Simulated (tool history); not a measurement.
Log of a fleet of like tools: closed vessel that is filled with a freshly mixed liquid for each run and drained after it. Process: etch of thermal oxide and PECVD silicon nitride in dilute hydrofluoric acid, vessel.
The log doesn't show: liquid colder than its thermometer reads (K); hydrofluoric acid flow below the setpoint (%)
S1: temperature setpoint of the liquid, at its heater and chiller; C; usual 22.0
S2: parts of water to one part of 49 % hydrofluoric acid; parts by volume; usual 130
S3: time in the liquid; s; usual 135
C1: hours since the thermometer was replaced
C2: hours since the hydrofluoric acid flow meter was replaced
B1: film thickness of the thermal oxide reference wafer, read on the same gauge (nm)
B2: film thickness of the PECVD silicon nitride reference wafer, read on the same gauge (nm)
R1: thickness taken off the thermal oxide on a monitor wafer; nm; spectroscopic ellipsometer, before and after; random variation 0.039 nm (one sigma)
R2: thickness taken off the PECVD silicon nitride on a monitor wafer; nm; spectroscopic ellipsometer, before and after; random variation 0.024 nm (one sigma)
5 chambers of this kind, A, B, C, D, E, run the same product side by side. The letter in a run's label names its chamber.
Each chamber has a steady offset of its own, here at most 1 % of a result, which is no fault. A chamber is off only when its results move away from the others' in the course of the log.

At hour 3.5: chamber A: thermometer replaced.
Run 1A, hour 8.5: usual settings; C1 5.0; C2 1039.3; B1 139.97; B2 110.00. Result: R1 4.3690 nm, R2 3.4317 nm.
Run 2E, hour 14.2: usual settings; C1 1474.1; C2 1276.8; B1 140.00; B2 109.98. Result: R1 4.3703 nm, R2 3.4405 nm.
Run 3C, hour 22.7: usual settings; C1 1459.5; C2 398.1; B1 139.98; B2 109.97. Result: R1 4.4132 nm, R2 3.3564 nm.
Run 4B, hour 30.2: usual settings; C1 510.1; C2 1608.6; B1 140.02; B2 109.99. Result: R1 4.3511 nm, R2 3.4255 nm.
Run 5D, hour 34.6: usual settings; C1 217.3; C2 1312.5; B1 139.99; B2 109.97. Result: R1 4.2837 nm, R2 3.4107 nm.
Run 6C, hour 41.4: usual settings but S1 26.5 C, S2 170 parts by volume; C1 1478.2; C2 416.8; B1 140.04; B2 110.01. Result: R1 3.8782 nm, R2 3.4350 nm.
Run 7A, hour 47.5: usual settings but S1 26.5 C, S2 170 parts by volume; C1 44.0; C2 1078.3; B1 139.98; B2 110.03. Result: R1 3.7682 nm, R2 3.5160 nm.
Run 8D, hour 55.9: usual settings but S1 26.5 C, S2 170 parts by volume; C1 238.6; C2 1333.8; B1 139.99; B2 110.01. Result: R1 3.8511 nm, R2 3.5636 nm.
Run 9B, hour 61.5: usual settings but S1 26.5 C, S2 170 parts by volume; C1 541.4; C2 1639.9; B1 140.02; B2 110.02. Result: R1 3.7582 nm, R2 3.5317 nm.
Run 10E, hour 68.2: usual settings but S1 26.5 C, S2 170 parts by volume; C1 1528.1; C2 1330.8; B1 139.94; B2 110.03. Result: R1 3.8072 nm, R2 3.4831 nm.
Run 11D, hour 75.6: usual settings; C1 258.3; C2 1353.5; B1 140.04; B2 110.01. Result: R1 4.3641 nm, R2 3.4235 nm.
Run 12B, hour 83.9: usual settings; C1 563.8; C2 1662.3; B1 140.01; B2 110.02. Result: R1 4.3363 nm, R2 3.4466 nm.
Run 13C, hour 87.7: usual settings; C1 1524.5; C2 463.1; B1 140.04; B2 110.01. Result: R1 4.3909 nm, R2 3.3913 nm.
Run 14A, hour 91.7: usual settings; C1 88.2; C2 1122.5; B1 140.01; B2 109.98. Result: R1 4.3482 nm, R2 3.4181 nm.
Run 15E, hour 96.6: usual settings; C1 1556.5; C2 1359.2; B1 140.00; B2 110.01. Result: R1 4.4702 nm, R2 3.4314 nm.
At hour 100.9: chamber C: thermometer replaced.
Run 16E, hour 104.2: usual settings; C1 1564.1; C2 1366.8; B1 140.07; B2 109.99. Result: R1 4.3492 nm, R2 3.4502 nm.
Run 17C, hour 108.0: usual settings; C1 7.2; C2 483.4; B1 140.01; B2 109.99. Result: R1 4.3553 nm, R2 3.4148 nm.
Run 18D, hour 114.5: usual settings; C1 297.2; C2 1392.4; B1 140.00; B2 110.02. Result: R1 4.4302 nm, R2 3.4139 nm.
Run 19A, hour 121.0: usual settings; C1 117.5; C2 1151.8; B1 140.01; B2 110.00. Result: R1 4.4050 nm, R2 3.4317 nm.
Run 20B, hour 129.0: usual settings; C1 608.9; C2 1707.4; B1 139.99; B2 110.02. Result: R1 4.4003 nm, R2 3.4474 nm.
At hour 131.0: chamber A: hydrofluoric acid flow meter replaced.
Run 21A, hour 133.9: usual settings; C1 130.4; C2 2.9; B1 140.02; B2 110.01. Result: R1 4.4214 nm, R2 3.4553 nm.
Run 22E, hour 140.1: usual settings; C1 1600.0; C2 1402.7; B1 140.00; B2 110.03. Result: R1 4.4539 nm, R2 3.4817 nm.
Run 23D, hour 144.3: usual settings; C1 327.0; C2 1422.2; B1 139.97; B2 110.00. Result: R1 4.4709 nm, R2 3.4324 nm.
Run 24B, hour 148.4: usual settings but S2 180 parts by volume; C1 628.3; C2 1726.8; B1 139.98; B2 109.96. Result: R1 3.0282 nm, R2 2.4777 nm.
Run 25C, hour 154.7: usual settings but S2 180 parts by volume; C1 53.9; C2 530.1; B1 140.01; B2 109.98. Result: R1 3.0559 nm, R2 2.4291 nm.
Run 26B, hour 160.2: usual settings but S2 180 parts by volume; C1 640.1; C2 1738.6; B1 139.99; B2 110.00. Result: R1 2.9614 nm, R2 2.4850 nm.
Run 27E, hour 166.3: usual settings but S2 180 parts by volume; C1 1626.2; C2 1428.9; B1 140.00; B2 110.02. Result: R1 3.0627 nm, R2 2.5086 nm.
Run 28D, hour 171.8: usual settings but S2 180 parts by volume; C1 354.5; C2 1449.7; B1 140.02; B2 109.99. Result: R1 3.0586 nm, R2 2.4898 nm.
Run 29C, hour 179.0: usual settings; C1 78.2; C2 554.4; B1 140.01; B2 109.98. Result: R1 4.3557 nm, R2 3.3957 nm.
Run 30A, hour 187.1: usual settings; C1 183.6; C2 56.1; B1 140.00; B2 110.01. Result: R1 4.4378 nm, R2 3.4369 nm.
Run 31E, hour 191.5: usual settings; C1 1651.4; C2 1454.1; B1 140.01; B2 110.00. Result: R1 4.4267 nm, R2 3.4170 nm.
Run 32D, hour 197.4: usual settings; C1 380.1; C2 1475.3; B1 139.97; B2 110.02. Result: R1 4.3022 nm, R2 3.4201 nm.
Run 33B, hour 203.7: usual settings; C1 683.6; C2 1782.1; B1 140.00; B2 109.97. Result: R1 4.3860 nm, R2 3.4285 nm.
Run 34A, hour 210.2: usual settings; C1 206.7; C2 79.2; B1 139.97; B2 109.99. Result: R1 4.3962 nm, R2 3.4292 nm.
Run 35C, hour 217.6: usual settings; C1 116.8; C2 593.0; B1 140.01; B2 110.00. Result: R1 4.4965 nm, R2 3.4415 nm.
Run 36B, hour 225.4: usual settings; C1 705.3; C2 1803.8; B1 139.98; B2 110.00. Result: R1 4.4513 nm, R2 3.4067 nm.

Is one chamber off against the others, does the gauge drift, or is nothing wrong? If a chamber is off, say which, and what the likeliest cause is.

No chamber stands off beyond its own small offset, and the gauge holds steady.
